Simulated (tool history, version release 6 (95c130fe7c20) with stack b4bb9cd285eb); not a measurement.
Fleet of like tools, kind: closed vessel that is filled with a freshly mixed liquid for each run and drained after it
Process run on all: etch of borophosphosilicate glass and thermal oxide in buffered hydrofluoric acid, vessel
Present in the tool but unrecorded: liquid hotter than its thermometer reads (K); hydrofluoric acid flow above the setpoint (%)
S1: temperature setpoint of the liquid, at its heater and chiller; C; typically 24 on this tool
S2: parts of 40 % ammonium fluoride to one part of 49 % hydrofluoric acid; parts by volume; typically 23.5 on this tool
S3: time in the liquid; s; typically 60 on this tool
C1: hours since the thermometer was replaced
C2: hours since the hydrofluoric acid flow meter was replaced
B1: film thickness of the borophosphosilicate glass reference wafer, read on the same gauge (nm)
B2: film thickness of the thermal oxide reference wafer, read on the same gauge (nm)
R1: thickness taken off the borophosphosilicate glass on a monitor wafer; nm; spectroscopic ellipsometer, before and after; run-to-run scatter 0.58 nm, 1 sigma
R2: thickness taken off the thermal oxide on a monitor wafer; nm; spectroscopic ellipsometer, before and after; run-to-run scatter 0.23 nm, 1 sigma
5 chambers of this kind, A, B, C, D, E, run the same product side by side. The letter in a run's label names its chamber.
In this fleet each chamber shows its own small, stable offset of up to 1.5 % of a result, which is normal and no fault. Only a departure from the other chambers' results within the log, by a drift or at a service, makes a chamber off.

run	hour	S1	S2	S3	C1	C2	B1	B2	R1	R2
1B	12.8	24	23.5	60	307.3	415.6	40.023	79.999	62.167	32.097
2C	24.4	24	23.5	60	2844.8	467.9	39.985	80.002	61.839	31.857
3E	35.4	24	23.5	60	631.8	1838.9	39.993	79.993	62.035	31.35
4A	49.1	24	23.5	60	1741.7	292.9	40.013	79.978	61.726	31.738
5D	59.7	24	23.5	60	887.7	756.6	39.978	80.023	61.287	31.653
6E	65.9	24	23.5	60	662.3	1869.4	39.998	80.062	61.739	31.728
7D	78.2	24	23.5	60	906.2	775.1	39.99	80.009	62.551	32.123
8A	91.1	24	23.5	60	1783.7	334.9	39.995	79.962	60.294	32.468
# hour 93.3: chamber D: thermometer replaced
9B	97.6	24	16.5	75	392.1	500.4	40.006	80.07	105.02	54.47
10C	111	24	16.5	75	2931.4	554.5	40.004	80.026	104.86	53.773
11B	118.3	24	16.5	75	412.8	521.1	40.027	80.006	104.64	54.149
12A	126.2	24	16.5	75	1818.8	370	40.009	79.964	104.34	54.35
13E	138.8	24	16.5	75	735.2	1942.3	40.025	80.016	106.3	53.683
14C	145.5	24	23.5	60	2965.9	589	40.006	79.996	60.997	32.188
15D	158.2	24	23.5	60	64.9	855.1	40.015	79.983	61.58	31.609
16E	167.7	24	23.5	60	764.1	1971.2	39.994	79.962	62.359	31.648
17C	174.1	24	23.5	60	2994.5	617.6	39.996	79.986	62.534	31.711
18B	184.3	24	23.5	60	478.8	587.1	39.986	80	61.138	31.655
19A	192.6	24	23.5	60	1885.2	436.4	39.99	80.033	61.243	31.632
20D	199.8	24	23.5	60	106.5	896.7	39.996	80.004	62.129	31.696
21A	206.3	24	23.5	60	1898.9	450.1	39.99	79.966	61.781	31.887
22E	216.2	24	23.5	60	812.6	2019.7	40.011	79.918	62.101	31.627
23C	229.4	24	23.5	60	3049.8	672.9	39.999	79.956	60.974	31.89
24B	237.4	24	23.5	30	531.9	640.2	40	79.982	30.603	16.122
25D	248.3	24	23.5	30	155	945.2	40.005	80.002	31.136	15.897
# hour 250.3: chamber E: hydrofluoric acid flow meter replaced
26D	254.5	24	23.5	30	161.2	951.4	39.988	79.983	30.707	15.943
27A	262.2	24	23.5	30	1954.8	506	39.97	80.052	30.324	16.136
28E	276.2	24	23.5	30	872.6	26	39.998	79.989	30.848	15.573
29C	283.2	24	23.5	60	3103.6	726.7	39.986	80.018	61.713	31.752
30B	294.3	24	30	60	588.8	697.1	39.978	79.975	52.639	27.097
31C	305.1	24	30	60	3125.5	748.6	40.026	79.997	51.691	26.971
32E	316.4	24	30	60	912.8	66.2	40.003	80	52.842	26.521
33A	325.7	24	30	60	2018.3	569.5	39.984	80.006	51.431	26.886
34D	339.5	24	30	60	246.2	1036.4	40.009	80.054	51.875	26.953
35B	352.8	27.5	23.5	75	647.3	755.6	39.984	80.059	91.254	48.76

Has any chamber moved away from the others, gradually or after a service, or does the common gauge drift, or do the chambers differ only by their own small steady offsets? State the chamber and the most likely cause if one applies.

Nothing is wrong: each chamber keeps only its own small, steady offset and the gauge holds still.
